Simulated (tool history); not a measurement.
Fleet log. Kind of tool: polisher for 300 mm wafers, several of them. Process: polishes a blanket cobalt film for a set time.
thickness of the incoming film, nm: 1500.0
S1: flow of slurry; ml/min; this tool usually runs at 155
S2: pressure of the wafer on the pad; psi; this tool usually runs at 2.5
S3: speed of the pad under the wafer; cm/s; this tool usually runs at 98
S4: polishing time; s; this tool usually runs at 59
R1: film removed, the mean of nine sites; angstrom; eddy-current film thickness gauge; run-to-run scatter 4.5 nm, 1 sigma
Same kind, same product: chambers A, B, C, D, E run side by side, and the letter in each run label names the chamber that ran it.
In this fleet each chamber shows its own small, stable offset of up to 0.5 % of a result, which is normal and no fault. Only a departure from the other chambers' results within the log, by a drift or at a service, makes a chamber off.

run 1A day=0.121 | S1=155 S2=2.5 S3=98 S4=59 | R1=3342.8
run 2E day=0.292 | S1=155 S2=2.5 S3=98 S4=59 | R1=3316.6
-- day=0.325 chamber C: worn pad replaced by a new one
-- day=0.346 chamber A: worn pad replaced by a new one
run 3D day=0.512 | S1=155 S2=2.5 S3=98 S4=59 | R1=3370.0
-- day=0.600 chamber E: worn pad replaced by a new one
run 4C day=0.675 | S1=155 S2=2.5 S3=98 S4=59 | R1=3223.6
run 5B day=0.892 | S1=155 S2=2.5 S3=98 S4=71 | R1=4029.4
run 6D day=1.054 | S1=155 S2=2.5 S3=98 S4=71 | R1=4052.1
run 7C day=1.200 | S1=155 S2=2.5 S3=98 S4=71 | R1=4044.5
run 8B day=1.417 | S1=155 S2=2.5 S3=98 S4=71 | R1=3982.3
run 9E day=1.600 | S1=155 S2=2.5 S3=98 S4=71 | R1=3960.4
run 10A day=1.721 | S1=155 S2=2.5 S3=98 S4=59 | R1=3359.8
run 11E day=1.838 | S1=155 S2=2.5 S3=98 S4=59 | R1=3340.7
run 12A day=1.988 | S1=155 S2=2.5 S3=98 S4=59 | R1=3307.3
run 13B day=2.129 | S1=155 S2=2.5 S3=98 S4=59 | R1=3259.9
run 14C day=2.242 | S1=155 S2=2.5 S3=98 S4=59 | R1=3390.4
-- day=2.350 chamber C: worn pad replaced by a new one
run 15D day=2.375 | S1=155 S2=2.5 S3=98 S4=59 | R1=3340.3
run 16D day=2.479 | S1=155 S2=2.5 S3=98 S4=59 | R1=3334.6
run 17E day=2.592 | S1=195 S2=2.5 S3=98 S4=78 | R1=4521.0
run 18C day=2.733 | S1=195 S2=2.5 S3=98 S4=78 | R1=4631.2
-- day=2.808 chamber A: worn pad replaced by a new one
run 19A day=2.871 | S1=195 S2=2.5 S3=98 S4=78 | R1=4519.3
run 20B day=3.083 | S1=195 S2=2.5 S3=98 S4=78 | R1=4318.3
-- day=3.096 chamber A: head pressure recalibrated
run 21C day=3.292 | S1=195 S2=2.5 S3=98 S4=78 | R1=4687.1
run 22D day=3.446 | S1=155 S2=2.5 S3=98 S4=59 | R1=3339.3
run 23B day=3.667 | S1=155 S2=2.5 S3=86 S4=59 | R1=2812.1
run 24E day=3.871 | S1=155 S2=2.5 S3=86 S4=59 | R1=2912.0
run 25A day=4.088 | S1=155 S2=2.5 S3=86 S4=59 | R1=2900.2
run 26B day=4.196 | S1=155 S2=2.5 S3=86 S4=59 | R1=2737.9
run 27E day=4.317 | S1=155 S2=2.5 S3=86 S4=59 | R1=2874.9
-- day=4.371 chamber D: worn pad replaced by a new one
run 28D day=4.438 | S1=155 S2=2.5 S3=98 S4=59 | R1=3371.8
run 29C day=4.596 | S1=155 S2=2.5 S3=98 S4=59 | R1=3381.9
run 30A day=4.717 | S1=155 S2=2.5 S3=98 S4=59 | R1=3300.8
run 31A day=4.929 | S1=155 S2=2.5 S3=98 S4=59 | R1=3291.3
run 32B day=5.154 | S1=155 S2=2.5 S3=98 S4=59 | R1=2962.5

Is one chamber out of step, is the gauge drifting, or do the chambers differ by no more than their own small offsets? For an off chamber, give its letter and the likeliest cause.

Little by little, chamber B moves away from the other chambers.
What lies behind it: removal rate lost through wear of the pad, % = 8.22.
With only this log, it may be confused with: slurry flow missing at the pad, %; head's pressure below its setpoint, %.

Which of the 4 candidates below, each the usual settings with something changed and its results left as question marks, puts chamber B back in line with what the other chambers give on the usual settings?
In line means no further than this from the other chambers' mean on the usual settings: R1 160.0 angstrom
run 33B-1 day=5.321 | S1=155 S2=2.4 S3=94 S4=59 | R1=?
run 33B-2 day=5.321 | S1=160 S2=2.5 S3=98 S4=69 | R1=?
run 33B-3 day=5.321 | S1=155 S2=2.1 S3=98 S4=59 | R1=?
run 33B-4 day=5.321 | S1=155 S2=2.6 S3=100 S4=61 | R1=?

The mean the other chambers reach with the usual settings: R1 3323.4 angstrom
run=33B-1 R1=2786.3
run=33B-2 R1=3559.8
run=33B-3 R1=2539.8
run=33B-4 R1=3323.7
33B-4 is the one that brings the chamber's results back in line with the other chambers.
